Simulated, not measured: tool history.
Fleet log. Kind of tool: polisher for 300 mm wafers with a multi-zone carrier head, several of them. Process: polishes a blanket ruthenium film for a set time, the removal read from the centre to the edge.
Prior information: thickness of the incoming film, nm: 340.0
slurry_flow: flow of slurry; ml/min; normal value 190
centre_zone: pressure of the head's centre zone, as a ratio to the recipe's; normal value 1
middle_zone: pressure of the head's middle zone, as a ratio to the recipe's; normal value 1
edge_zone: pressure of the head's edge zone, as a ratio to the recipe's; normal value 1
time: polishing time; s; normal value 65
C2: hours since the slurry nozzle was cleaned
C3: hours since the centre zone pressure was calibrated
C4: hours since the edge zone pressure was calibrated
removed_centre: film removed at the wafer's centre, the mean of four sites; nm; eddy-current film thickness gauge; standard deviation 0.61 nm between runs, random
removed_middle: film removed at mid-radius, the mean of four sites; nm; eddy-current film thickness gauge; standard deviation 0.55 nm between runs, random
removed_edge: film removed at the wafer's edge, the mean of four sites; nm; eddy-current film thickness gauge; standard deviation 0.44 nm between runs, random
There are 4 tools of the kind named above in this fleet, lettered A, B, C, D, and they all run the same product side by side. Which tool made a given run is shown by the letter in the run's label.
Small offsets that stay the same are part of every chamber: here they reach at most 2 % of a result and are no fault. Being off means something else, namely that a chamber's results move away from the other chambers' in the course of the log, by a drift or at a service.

Run 1C, hour 10: usual settings; wafers polished on this pad 415; C2 677.8; C3 894.1; C4 514.9. Result: removed_centre 56.978 nm, removed_middle 56.316 nm, removed_edge 56.417 nm.
At hour 19.6: chamber D: worn pad replaced by a new one.
Run 2B, hour 22.8: usual settings; wafers polished on this pad 448; C2 62.8; C3 405.9; C4 477.3. Result: removed_centre 55.465 nm, removed_middle 56.416 nm, removed_edge 55.985 nm.
Run 3D, hour 33.1: usual settings; wafers polished on this pad 147; C2 374.7; C3 292.7; C4 182.1. Result: removed_centre 55.671 nm, removed_middle 56.299 nm, removed_edge 55.329 nm.
Run 4A, hour 40.7: usual settings; wafers polished on this pad 704; C2 95.2; C3 609.7; C4 561.7. Result: removed_centre 56.27 nm, removed_middle 55.452 nm, removed_edge 56.25 nm.
Run 5A, hour 49.7: usual settings; wafers polished on this pad 802; C2 104.2; C3 618.7; C4 570.7. Result: removed_centre 56.988 nm, removed_middle 56.163 nm, removed_edge 56.125 nm.
At hour 53.8: chamber B: worn pad replaced by a new one.
Run 6D, hour 57.6: usual settings; wafers polished on this pad 415; C2 399.2; C3 317.2; C4 206.6. Result: removed_centre 55.438 nm, removed_middle 56.707 nm, removed_edge 55.277 nm.
At hour 61.7: chamber A: worn pad replaced by a new one.
At hour 64.1: chamber C: slurry nozzle cleaned.
Run 7B, hour 73.7: usual settings; wafers polished on this pad 217; C2 113.7; C3 456.8; C4 528.2. Result: removed_centre 56.346 nm, removed_middle 56.673 nm, removed_edge 55.799 nm.
At hour 77.2: chamber C: worn pad replaced by a new one.
At hour 82.8: chamber D: worn pad replaced by a new one.
Run 8C, hour 83.8: usual settings; wafers polished on this pad 72; C2 19.7; C3 967.9; C4 588.7. Result: removed_centre 57.197 nm, removed_middle 55.986 nm, removed_edge 55.82 nm.
Run 9C, hour 93.8: usual settings; wafers polished on this pad 181; C2 29.7; C3 977.9; C4 598.7. Result: removed_centre 56.958 nm, removed_middle 55.91 nm, removed_edge 55.334 nm.
At hour 105.9: chamber D: slurry nozzle cleaned.
Run 10B, hour 108: usual settings; wafers polished on this pad 591; C2 148; C3 491.1; C4 562.5. Result: removed_centre 56.631 nm, removed_middle 56.583 nm, removed_edge 55.778 nm.
Run 11A, hour 123.3: usual settings; wafers polished on this pad 673; C2 177.8; C3 692.3; C4 644.3. Result: removed_centre 56.253 nm, removed_middle 56.029 nm, removed_edge 55.322 nm.
At hour 125.7: chamber B: worn pad replaced by a new one.
Run 12D, hour 136.8: usual settings; wafers polished on this pad 590; C2 31; C3 396.4; C4 285.8. Result: removed_centre 55.52 nm, removed_middle 56.408 nm, removed_edge 55.862 nm.
Run 13B, hour 147.7: usual settings; wafers polished on this pad 241; C2 187.7; C3 530.8; C4 602.2. Result: removed_centre 58.954 nm, removed_middle 55.969 nm, removed_edge 55.657 nm.
At hour 151.6: chamber D: worn pad replaced by a new one.
At hour 153.8: chamber A: edge zone pressure recalibrated.
Run 14D, hour 158.4: usual settings but time 80 s; wafers polished on this pad 74; C2 52.6; C3 418; C4 307.4. Result: removed_centre 69.321 nm, removed_middle 68.911 nm, removed_edge 69.536 nm.
At hour 169.6: chamber A: worn pad replaced by a new one.
At hour 171.3: chamber C: edge zone pressure recalibrated.
Run 15A, hour 173.7: usual settings but time 80 s; wafers polished on this pad 45; C2 228.2; C3 742.7; C4 20. Result: removed_centre 68.411 nm, removed_middle 69.522 nm, removed_edge 67.914 nm.
Run 16C, hour 180.7: usual settings but time 80 s; wafers polished on this pad 1129; C2 116.6; C3 1064.8; C4 9.4. Result: removed_centre 70.841 nm, removed_middle 67.254 nm, removed_edge 69.494 nm.
At hour 181.1: chamber C: worn pad replaced by a new one.
At hour 186.9: chamber B: worn pad replaced by a new one.
Run 17C, hour 189.7: usual settings but time 80 s; wafers polished on this pad 94; C2 125.6; C3 1073.8; C4 18.4. Result: removed_centre 69.935 nm, removed_middle 68.309 nm, removed_edge 68.699 nm.
Run 18D, hour 200.8: usual settings; wafers polished on this pad 537; C2 95; C3 460.4; C4 349.8. Result: removed_centre 55.655 nm, removed_middle 57.034 nm, removed_edge 56.098 nm.
Run 19A, hour 212.4: usual settings; wafers polished on this pad 467; C2 266.9; C3 781.4; C4 58.7. Result: removed_centre 56.166 nm, removed_middle 56.266 nm, removed_edge 55.492 nm.
At hour 219.5: chamber D: worn pad replaced by a new one.
Run 20B, hour 220.4: usual settings; wafers polished on this pad 366; C2 260.4; C3 603.5; C4 674.9. Result: removed_centre 59.82 nm, removed_middle 57.309 nm, removed_edge 56.02 nm.
At hour 225.7: chamber D: centre zone pressure recalibrated.
Run 21C, hour 231.9: usual settings; wafers polished on this pad 555; C2 167.8; C3 1116; C4 60.6. Result: removed_centre 57.861 nm, removed_middle 55.938 nm, removed_edge 55.593 nm.
Run 22D, hour 239.2: usual settings; wafers polished on this pad 215; C2 133.4; C3 13.6; C4 388.2. Result: removed_centre 55.951 nm, removed_middle 55.826 nm, removed_edge 55.764 nm.
Run 23B, hour 247.2: usual settings; wafers polished on this pad 659; C2 287.2; C3 630.3; C4 701.7. Result: removed_centre 60.427 nm, removed_middle 56.456 nm, removed_edge 56.16 nm.
At hour 257.2: chamber B: worn pad replaced by a new one.
Run 24A, hour 257.6: usual settings but middle_zone 1.04; wafers polished on this pad 961; C2 312.1; C3 826.6; C4 103.9. Result: removed_centre 56.237 nm, removed_middle 57.887 nm, removed_edge 55.156 nm.
At hour 267.8: chamber A: worn pad replaced by a new one.
Run 25A, hour 271.8: usual settings but middle_zone 1.04; wafers polished on this pad 44; C2 326.3; C3 840.8; C4 118.1. Result: removed_centre 56.467 nm, removed_middle 58.339 nm, removed_edge 55.788 nm.
Run 26C, hour 281.4: usual settings but middle_zone 1.04; wafers polished on this pad 1095; C2 217.3; C3 1165.5; C4 110.1. Result: removed_centre 57.593 nm, removed_middle 58.52 nm, removed_edge 55.434 nm.
At hour 285.6: chamber D: worn pad replaced by a new one.
Run 27B, hour 297.4: usual settings but middle_zone 1.04; wafers polished on this pad 438; C2 337.4; C3 680.5; C4 751.9. Result: removed_centre 62.789 nm, removed_middle 58.237 nm, removed_edge 56.221 nm.
Run 28D, hour 305.3: usual settings; wafers polished on this pad 215; C2 199.5; C3 79.7; C4 454.3. Result: removed_centre 56.448 nm, removed_middle 56.588 nm, removed_edge 56.065 nm.

Each of the 4 chambers runs these same settings next. Fill in every chamber's results:
Run 29A, hour 316.7: usual settings. Result: removed_centre ?, removed_middle ?, removed_edge ?.
Run 29B, hour 316.7: usual settings. Result: removed_centre ?, removed_middle ?, removed_edge ?.
Run 29C, hour 316.7: usual settings. Result: removed_centre ?, removed_middle ?, removed_edge ?.
Run 29D, hour 316.7: usual settings. Result: removed_centre ?, removed_middle ?, removed_edge ?.

run  removed_centre  removed_middle  removed_edge
29A          56.104          55.897         56.45
29B          63.758          55.197        55.606
29C          56.961           56.03        56.112
29D          56.723          55.688         55.67
